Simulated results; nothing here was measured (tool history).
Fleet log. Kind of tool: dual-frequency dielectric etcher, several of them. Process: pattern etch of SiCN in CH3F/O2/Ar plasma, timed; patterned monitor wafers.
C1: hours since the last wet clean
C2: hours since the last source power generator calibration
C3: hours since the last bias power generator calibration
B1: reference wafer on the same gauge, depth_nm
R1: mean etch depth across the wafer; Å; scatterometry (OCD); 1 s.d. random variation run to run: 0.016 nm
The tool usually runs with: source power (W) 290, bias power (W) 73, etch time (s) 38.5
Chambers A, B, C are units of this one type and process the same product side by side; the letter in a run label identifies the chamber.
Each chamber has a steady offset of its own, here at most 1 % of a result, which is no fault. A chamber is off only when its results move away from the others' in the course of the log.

run 1B hour=10.4 | source_power_(W)=290 bias_power_(W)=73 etch_time_(s)=38.5 | C1=167.8 C2=1288.6 C3=360.1 | B1=12.903 | R1=128.93
-- hour=11.5 chamber C: bias power generator calibrated
run 2A hour=17.5 | source_power_(W)=290 bias_power_(W)=73 etch_time_(s)=38.5 | C1=346.2 C2=1744.8 C3=773.6 | B1=12.908 | R1=129.34
run 3C hour=27.0 | source_power_(W)=290 bias_power_(W)=73 etch_time_(s)=38.5 | C1=522.4 C2=2947.1 C3=15.6 | B1=12.910 | R1=127.63
run 4B hour=35.2 | source_power_(W)=290 bias_power_(W)=73 etch_time_(s)=38.5 | C1=192.6 C2=1313.4 C3=384.9 | B1=12.915 | R1=128.97
-- hour=35.9 chamber C: wet clean of the chamber
run 5C hour=46.1 | source_power_(W)=290 bias_power_(W)=73 etch_time_(s)=38.5 | C1=10.2 C2=2966.2 C3=34.7 | B1=12.913 | R1=128.06
run 6A hour=51.4 | source_power_(W)=290 bias_power_(W)=73 etch_time_(s)=38.5 | C1=380.1 C2=1778.7 C3=807.5 | B1=12.923 | R1=129.62
run 7A hour=57.5 | source_power_(W)=290 bias_power_(W)=73 etch_time_(s)=38.5 | C1=386.2 C2=1784.8 C3=813.6 | B1=12.924 | R1=129.72
run 8C hour=68.3 | source_power_(W)=290 bias_power_(W)=73 etch_time_(s)=38.5 | C1=32.4 C2=2988.4 C3=56.9 | B1=12.923 | R1=127.99
run 9B hour=74.1 | source_power_(W)=290 bias_power_(W)=73 etch_time_(s)=38.5 | C1=231.5 C2=1352.3 C3=423.8 | B1=12.927 | R1=129.33
run 10C hour=81.2 | source_power_(W)=290 bias_power_(W)=73 etch_time_(s)=38.5 | C1=45.3 C2=3001.3 C3=69.8 | B1=12.929 | R1=128.36
run 11B hour=89.5 | source_power_(W)=290 bias_power_(W)=73 etch_time_(s)=38.5 | C1=246.9 C2=1367.7 C3=439.2 | B1=12.935 | R1=129.07
run 12A hour=96.9 | source_power_(W)=290 bias_power_(W)=73 etch_time_(s)=38.5 | C1=425.6 C2=1824.2 C3=853.0 | B1=12.930 | R1=129.88
run 13A hour=104.0 | source_power_(W)=290 bias_power_(W)=73 etch_time_(s)=38.5 | C1=432.7 C2=1831.3 C3=860.1 | B1=12.938 | R1=129.66
run 14B hour=115.5 | source_power_(W)=290 bias_power_(W)=73 etch_time_(s)=38.5 | C1=272.9 C2=1393.7 C3=465.2 | B1=12.948 | R1=129.29
run 15C hour=125.7 | source_power_(W)=290 bias_power_(W)=84 etch_time_(s)=48.0 | C1=89.8 C2=3045.8 C3=114.3 | B1=12.952 | R1=168.49
run 16B hour=133.7 | source_power_(W)=290 bias_power_(W)=84 etch_time_(s)=48.0 | C1=291.1 C2=1411.9 C3=483.4 | B1=12.951 | R1=169.74
run 17C hour=144.9 | source_power_(W)=290 bias_power_(W)=84 etch_time_(s)=48.0 | C1=109.0 C2=3065.0 C3=133.5 | B1=12.956 | R1=168.97
-- hour=148.6 chamber A: wet clean of the chamber
run 18A hour=152.2 | source_power_(W)=290 bias_power_(W)=73 etch_time_(s)=38.5 | C1=3.7 C2=1879.5 C3=908.3 | B1=12.955 | R1=129.67
run 19C hour=160.0 | source_power_(W)=290 bias_power_(W)=73 etch_time_(s)=38.5 | C1=124.1 C2=3080.1 C3=148.6 | B1=12.962 | R1=128.52
run 20A hour=170.6 | source_power_(W)=230 bias_power_(W)=73 etch_time_(s)=43.5 | C1=22.1 C2=1897.9 C3=926.7 | B1=12.966 | R1=134.72

Decide between three cases: one chamber stands off from its peers, the gauge reading all wafers drifts, or nothing is wrong past each chamber's small offset. Where a chamber is off, say which and what most likely put it there.

The gauge drifts, so all chambers seem to drift together. No chamber is off.
What lies behind it: gauge reads high (%) = 0.521.
